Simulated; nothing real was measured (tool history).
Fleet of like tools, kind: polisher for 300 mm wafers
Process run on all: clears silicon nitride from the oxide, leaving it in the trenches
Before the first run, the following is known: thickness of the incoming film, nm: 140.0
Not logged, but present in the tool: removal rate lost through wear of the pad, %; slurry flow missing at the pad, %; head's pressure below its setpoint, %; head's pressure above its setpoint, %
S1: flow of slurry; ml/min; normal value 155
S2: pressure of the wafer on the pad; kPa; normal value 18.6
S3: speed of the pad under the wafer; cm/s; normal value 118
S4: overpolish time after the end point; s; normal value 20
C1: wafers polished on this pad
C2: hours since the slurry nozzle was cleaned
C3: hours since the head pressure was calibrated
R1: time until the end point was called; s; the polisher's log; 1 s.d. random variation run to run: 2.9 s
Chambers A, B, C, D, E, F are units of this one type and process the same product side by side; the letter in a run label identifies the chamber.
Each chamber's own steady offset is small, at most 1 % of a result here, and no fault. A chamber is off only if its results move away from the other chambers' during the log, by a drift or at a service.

run	hour	S1	S2	S3	S4	C1	C2	C3	R1
1D	5	155	18.6	118	20	66	758.4	1421.3	155.84
2E	9.6	155	18.6	118	20	826	257.9	1028.8	150.43
3A	14.4	155	18.6	118	20	574	820.4	300.1	158.2
# hour 15.3: chamber E: head pressure recalibrated
4C	21.7	155	18.6	118	20	548	194.2	335.2	148.87
5F	27.2	155	18.6	118	20	593	224.5	69.8	147.82
# hour 30.7: chamber D: head pressure recalibrated
6B	31.7	155	18.6	118	20	758	487.7	444.7	155.52
# hour 34.8: chamber D: slurry nozzle cleaned
7D	37.6	155	18.6	118	20	333	2.8	6.9	152.57
8F	42.3	155	18.6	118	20	716	239.6	84.9	148.83
# hour 42.4: chamber C: worn pad replaced by a new one
9B	46.2	155	18.6	118	20	877	502.2	459.2	148.68
# hour 49.3: chamber E: worn pad replaced by a new one
10A	49.9	155	18.6	118	20	864	855.9	335.6	153.69
11E	57	155	22.8	118	26	63	305.3	41.8	125.87
12C	60.4	155	22.8	118	26	147	232.9	373.9	132.09
# hour 65.1: chamber A: worn pad replaced by a new one
13F	65.4	155	22.8	118	26	905	262.7	108	123.06
14D	68.6	155	22.8	118	26	586	33.8	37.9	124.8
# hour 70.5: chamber D: worn pad replaced by a new one
15C	74	155	22.8	118	26	258	246.5	387.5	128.85
# hour 75: chamber A: slurry nozzle cleaned
16A	77.6	155	22.8	118	26	102	2.6	363.3	123.48
17B	83.4	155	18.6	118	20	1181	539.4	496.4	148.07
# hour 86.3: chamber B: worn pad replaced by a new one
18E	89.8	155	18.6	118	20	331	338.1	74.6	152.28
# hour 91.9: chamber F: worn pad replaced by a new one
19F	94	155	18.6	118	20	17	291.3	136.6	151.23
20D	100.6	190	18.6	118	11	246	65.8	69.9	149.76
21B	104.2	190	18.6	118	11	147	560.2	517.2	146.48
22E	110.2	190	18.6	118	11	498	358.5	95	147.45
23A	115.3	190	18.6	118	11	411	40.3	401	151.33
24C	120.8	190	18.6	118	11	640	293.3	434.3	149.15
25D	127.3	190	18.6	118	11	464	92.5	96.6	148.81
26F	130.8	155	18.6	118	20	318	328.1	173.4	158.2
# hour 132.9: chamber C: worn pad replaced by a new one
27A	135.7	155	18.6	118	20	577	60.7	421.4	159.31
# hour 138.9: chamber D: worn pad replaced by a new one
28B	143.2	155	18.6	118	20	465	599.2	556.2	156.03
29C	150.4	155	18.6	118	20	143	322.9	463.9	156.56
30E	155.3	155	18.6	118	20	866	403.6	140.1	147.12
31C	161.1	155	18.6	118	20	230	333.6	474.6	156.57
32D	167.6	155	18.6	96	15	234	132.8	136.9	189.62
33A	174.3	155	18.6	96	15	893	99.3	460	190.56
34B	177.6	155	18.6	96	15	746	633.6	590.6	183.64
35E	183.8	155	18.6	96	15	1099	432.1	168.6	193.95
36F	190.2	155	18.6	96	15	803	387.5	232.8	201.7
37B	193.7	155	18.6	96	15	878	649.7	606.7	183.96
38F	198.8	155	18.6	118	20	874	396.1	241.4	173.88
39C	203.2	155	18.6	118	20	574	375.7	516.7	157.52

Does one chamber stand apart from the rest, does the shared gauge drift, or is all well apart from small per-chamber offsets? Give the chamber and the most likely cause, where there is one.

Little by little, chamber F moves away from the other chambers.
What lies behind it: slurry flow missing at the pad, % = 40.5.
The log may not tell that from: head's pressure below its setpoint, %.

Here are 4 candidates for chamber F's next run, each the usual settings with a change, their results left as question marks. Which one brings its results back in line with what the others give on the usual settings?
A result is in line if it is within this distance of the other chambers' mean on the usual settings: R1 10 s
40F-1	208.5	160	18.6	128	20				?
40F-2	208.5	155	18.6	108	20				?
40F-3	208.5	155	17.2	106	20				?
40F-4	208.5	165	22.1	118	20				?

Mean of the other chambers on the usual settings: R1 154.34 s
run	R1
40F-1	153.93
40F-2	183.53
40F-3	201.9
40F-4	139.68
Change 40F-1 lands the chamber within the allowed miss of the other chambers.
